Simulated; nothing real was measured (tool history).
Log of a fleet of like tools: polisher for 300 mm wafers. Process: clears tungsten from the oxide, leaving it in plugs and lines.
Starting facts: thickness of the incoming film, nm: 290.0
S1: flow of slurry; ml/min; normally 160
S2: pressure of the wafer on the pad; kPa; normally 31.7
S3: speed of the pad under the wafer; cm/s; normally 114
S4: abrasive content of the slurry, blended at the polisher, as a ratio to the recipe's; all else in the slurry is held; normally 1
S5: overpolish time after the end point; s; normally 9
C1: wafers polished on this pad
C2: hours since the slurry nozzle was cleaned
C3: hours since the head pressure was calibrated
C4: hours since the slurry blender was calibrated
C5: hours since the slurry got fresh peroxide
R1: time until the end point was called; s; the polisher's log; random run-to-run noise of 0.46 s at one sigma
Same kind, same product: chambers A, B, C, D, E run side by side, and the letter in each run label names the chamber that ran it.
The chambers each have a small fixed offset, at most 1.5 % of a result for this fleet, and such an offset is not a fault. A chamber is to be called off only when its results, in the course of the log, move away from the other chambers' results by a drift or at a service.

run,hour,S1,S2,S3,S4,S5,C1,C2,C3,C4,C5,R1
1E,4,160,31.7,114,1,9,163,118.8,699.7,131.9,40.1,53.007
2B,7.2,160,31.7,114,1,9,73,282.3,290.6,73.6,34.9,53.116
3D,9.6,160,31.7,114,1,9,417,97.4,559,31,23.1,54.35
4A,14.3,160,31.7,114,1,9,545,150.5,126.9,31.8,31.7,54.296
5C,17,160,31.7,114,1,9,154,221.5,337.8,38,98.9,54.813
6C,20.8,160,31.7,114,1,9,187,225.3,341.6,41.8,102.7,54.648
7A,24.7,160,31.7,114,1,9,634,160.9,137.3,42.2,42.1,54.977
8D,28.3,160,31.7,114,1,9,578,116.1,577.7,49.7,41.8,54.233
# hour 31.3: chamber D: slurry tank refilled with fresh slurry and peroxide
9B,32.1,160,25.5,98,1,9,287,307.2,315.5,98.5,59.8,77.963
10E,34.4,160,25.5,98,1,9,425,149.2,730.1,162.3,70.5,78.097
# hour 38.1: chamber D: worn pad replaced by a new one
11B,38.6,160,25.5,98,1,9,343,313.7,322,105,66.3,78.359
12D,43,160,25.5,98,1,9,42,130.8,592.4,64.4,11.7,77.946
13E,46.6,160,25.5,98,1,9,530,161.4,742.3,174.5,82.7,78.028
14C,48.8,160,31.7,114,1,9,427,253.3,369.6,69.8,130.7,54.814
15A,53,160,31.7,114,1,9,877,189.2,165.6,70.5,70.4,55.059
16E,55.4,160,31.7,114,1,9,605,170.2,751.1,183.3,91.5,53.401
17C,58.9,160,31.7,114,1,9,514,263.4,379.7,79.9,140.8,55.464
18B,63.3,160,31.7,114,1,9,555,338.4,346.7,129.7,91,54.495
# hour 64.4: chamber E: slurry tank refilled with fresh slurry and peroxide
19A,66.2,120,42.7,114,1,9,991,202.4,178.8,83.7,83.6,42.368
# hour 67.7: chamber A: slurry tank refilled with fresh slurry and peroxide
20D,69.3,120,42.7,114,1,9,268,157.1,618.7,90.7,38,42.742
# hour 71.8: chamber D: slurry tank refilled with fresh slurry and peroxide
21B,73.8,120,42.7,114,1,9,645,348.9,357.2,140.2,101.5,42.252
22A,76.1,120,42.7,114,1,9,1076,212.3,188.7,93.6,8.5,42.992
# hour 77: chamber A: worn pad replaced by a new one
23D,80.8,120,42.7,114,1,9,367,168.6,630.2,102.2,9,42.429
# hour 82.4: chamber E: worn pad replaced by a new one
# hour 83.1: chamber C: slurry tank refilled with fresh slurry and peroxide
24C,85.4,160,31.7,114,1,9,742,289.9,406.2,106.4,2.4,55.348
25E,88.6,160,31.7,114,1,9,53,203.4,784.3,216.5,24.2,53.529
26E,92.4,160,31.7,114,1,9,86,207.2,788.1,220.3,28,53.174
27C,96.8,160,31.7,114,1,9,840,301.3,417.6,117.8,13.8,54.099
28D,101.3,160,31.7,114,1,9,543,189.1,650.7,122.7,29.5,54.454
29B,105.4,160,31.7,114,1,9,917,380.5,388.8,171.8,133.1,55.385
# hour 108.6: chamber B: slurry tank refilled with fresh slurry and peroxide
30A,109.5,160,40.7,114,1,9,280,245.7,222.1,127,41.9,42.327
# hour 110.2: chamber D: slurry nozzle cleaned
31E,112.5,160,40.7,114,1,9,259,227.3,808.2,240.4,48.1,41.474
32B,116.9,160,40.7,114,1,9,1016,392,400.3,183.3,8.3,43.686
# hour 117.5: chamber C: worn pad replaced by a new one
# hour 120: chamber D: worn pad replaced by a new one
33A,120.3,160,40.7,114,1,9,372,256.5,232.9,137.8,52.7,42.472
# hour 120.4: chamber D: slurry tank refilled with fresh slurry and peroxide
# hour 120.8: chamber A: slurry blender recalibrated
34D,122.6,160,40.7,114,1,9,22,12.5,672,144,2.2,42.342
35C,126.2,160,31.7,114,1,9,74,330.7,447,147.2,43.2,53.939
36A,130.7,160,31.7,114,1,9,462,266.9,243.3,9.9,63.1,54.154
37E,134.8,160,31.7,114,1,9,451,249.6,830.5,262.7,70.4,54.029
38C,138.1,160,31.7,114,1,5,177,342.6,458.9,159.1,55.1,54.973
39D,141.6,160,31.7,114,1,5,185,31.5,691,163,21.2,54.479

Read the log: is a single chamber off, either drifting away or since a service, is the gauge that measures every chamber drifting, or is nothing wrong beyond small per-chamber offsets? Name any odd chamber and what most likely caused it.

Chamber B drifts away from the others.
Cause: slurry flow missing at the pad, % = 26.5.
The log may not tell that from: removal rate lost through wear of the pad, %; head's pressure below its setpoint, %; abrasive missing from the slurry, %.

Which of the 4 candidates below, each the usual settings with something changed and its results left as question marks, puts chamber B back in line with what the other chambers give on the usual settings?
In line here means within this much of the mean the other chambers give on the usual settings: R1 1.6 s
40B-1,145,160,30.3,108,1,9,,,,,,?
40B-2,145,165,34.5,114,1,9,,,,,,?
40B-3,145,160,31.7,118,1,9,,,,,,?
40B-4,145,160,31,112,1,9,,,,,,?

Usual-settings mean across the other chambers: R1 54.211 s
run,R1
40B-1,62.479
40B-2,51.78
40B-3,54.677
40B-4,58.901
The right change is 40B-3: it brings the chamber back within the allowed miss of the others.
